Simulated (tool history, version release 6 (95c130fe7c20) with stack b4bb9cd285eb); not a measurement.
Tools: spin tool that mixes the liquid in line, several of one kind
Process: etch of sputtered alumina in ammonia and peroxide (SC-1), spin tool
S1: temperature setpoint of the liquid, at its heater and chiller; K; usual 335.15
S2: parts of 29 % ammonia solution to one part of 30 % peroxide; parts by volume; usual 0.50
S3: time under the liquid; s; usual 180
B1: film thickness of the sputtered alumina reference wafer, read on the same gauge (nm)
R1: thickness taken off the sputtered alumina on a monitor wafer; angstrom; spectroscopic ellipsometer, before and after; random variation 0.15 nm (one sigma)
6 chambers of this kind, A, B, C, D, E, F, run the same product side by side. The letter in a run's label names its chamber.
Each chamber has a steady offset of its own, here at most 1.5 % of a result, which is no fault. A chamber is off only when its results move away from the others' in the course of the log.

Run 1E, hour 7.0: usual settings; B1 29.986. Result: R1 183.940 angstrom.
Run 2F, hour 14.2: usual settings; B1 29.982. Result: R1 181.370 angstrom.
Run 3A, hour 21.3: usual settings; B1 29.989. Result: R1 179.430 angstrom.
Run 4D, hour 33.4: usual settings; B1 30.018. Result: R1 183.570 angstrom.
Run 5B, hour 41.1: usual settings; B1 30.025. Result: R1 180.140 angstrom.
Run 6C, hour 49.7: usual settings; B1 29.991. Result: R1 182.530 angstrom.
Run 7F, hour 63.0: usual settings; B1 30.017. Result: R1 178.120 angstrom.
Run 8A, hour 74.4: usual settings; B1 29.990. Result: R1 181.980 angstrom.
Run 9C, hour 80.8: usual settings; B1 29.988. Result: R1 181.650 angstrom.
Run 10B, hour 88.2: usual settings; B1 30.013. Result: R1 182.250 angstrom.
Run 11E, hour 95.4: usual settings; B1 30.051. Result: R1 183.970 angstrom.
At hour 103.8: chamber D: heated supply line repaired.
Run 12D, hour 107.2: usual settings; B1 30.014. Result: R1 183.960 angstrom.
Run 13E, hour 114.9: usual settings; B1 30.014. Result: R1 184.920 angstrom.
Run 14B, hour 122.9: usual settings; B1 30.001. Result: R1 181.930 angstrom.
Run 15D, hour 130.5: usual settings; B1 30.004. Result: R1 180.430 angstrom.
Run 16A, hour 138.6: usual settings; B1 30.020. Result: R1 178.960 angstrom.
Run 17F, hour 151.5: usual settings; B1 29.974. Result: R1 179.330 angstrom.
At hour 158.6: chamber C: ammonia flow meter replaced.
Run 18C, hour 161.0: usual settings; B1 30.047. Result: R1 178.830 angstrom.
Run 19D, hour 170.1: usual settings; B1 30.034. Result: R1 183.810 angstrom.
Run 20C, hour 177.5: usual settings but S1 343.15 K, S2 0.65 parts by volume; B1 29.999. Result: R1 272.370 angstrom.
Run 21F, hour 187.7: usual settings but S1 343.15 K, S2 0.65 parts by volume; B1 29.999. Result: R1 275.230 angstrom.
Run 22A, hour 197.9: usual settings but S1 343.15 K, S2 0.65 parts by volume; B1 29.983. Result: R1 279.990 angstrom.
Run 23E, hour 203.7: usual settings but S1 343.15 K, S2 0.65 parts by volume; B1 30.008. Result: R1 282.730 angstrom.
Run 24B, hour 210.8: usual settings but S1 343.15 K, S2 0.65 parts by volume; B1 30.001. Result: R1 286.210 angstrom.
Run 25D, hour 220.0: usual settings but S1 343.15 K, S2 0.65 parts by volume; B1 29.975. Result: R1 280.640 angstrom.
At hour 225.7: chamber F: ammonia flow meter replaced.
Run 26C, hour 229.9: usual settings; B1 30.030. Result: R1 180.750 angstrom.
Run 27A, hour 238.8: usual settings; B1 30.028. Result: R1 182.450 angstrom.
Run 28E, hour 251.3: usual settings but S2 0.40 parts by volume, S3 100 s; B1 30.023. Result: R1 99.660 angstrom.
Run 29B, hour 264.3: usual settings but S2 0.40 parts by volume, S3 100 s; B1 30.002. Result: R1 104.980 angstrom.
Run 30F, hour 276.1: usual settings but S2 0.40 parts by volume, S3 100 s; B1 30.015. Result: R1 98.326 angstrom.
Run 31A, hour 282.3: usual settings but S2 0.40 parts by volume, S3 100 s; B1 30.007. Result: R1 99.679 angstrom.
Run 32F, hour 293.8: usual settings but S2 0.40 parts by volume, S3 100 s; B1 30.025. Result: R1 97.723 angstrom.
At hour 293.9: chamber D: new drum of ammonia solution connected.
Run 33E, hour 302.4: usual settings but S2 0.40 parts by volume, S3 100 s; B1 30.020. Result: R1 100.720 angstrom.
Run 34C, hour 311.2: usual settings; B1 30.001. Result: R1 181.300 angstrom.
Run 35B, hour 319.7: usual settings; B1 29.986. Result: R1 197.540 angstrom.
Run 36D, hour 326.0: usual settings; B1 29.999. Result: R1 184.000 angstrom.

All 6 chambers run these settings next. Forecast each chamber's results:
Run 37A, hour 335.6: usual settings but S3 245 s. Result: R1 ?.
Run 37B, hour 335.6: usual settings but S3 245 s. Result: R1 ?.
Run 37C, hour 335.6: usual settings but S3 245 s. Result: R1 ?.
Run 37D, hour 335.6: usual settings but S3 245 s. Result: R1 ?.
Run 37E, hour 335.6: usual settings but S3 245 s. Result: R1 ?.
Run 37F, hour 335.6: usual settings but S3 245 s. Result: R1 ?.

run       R1
37A  243.950
37B  267.160
37C  248.210
37D  251.440
37E  253.720
37F  243.830
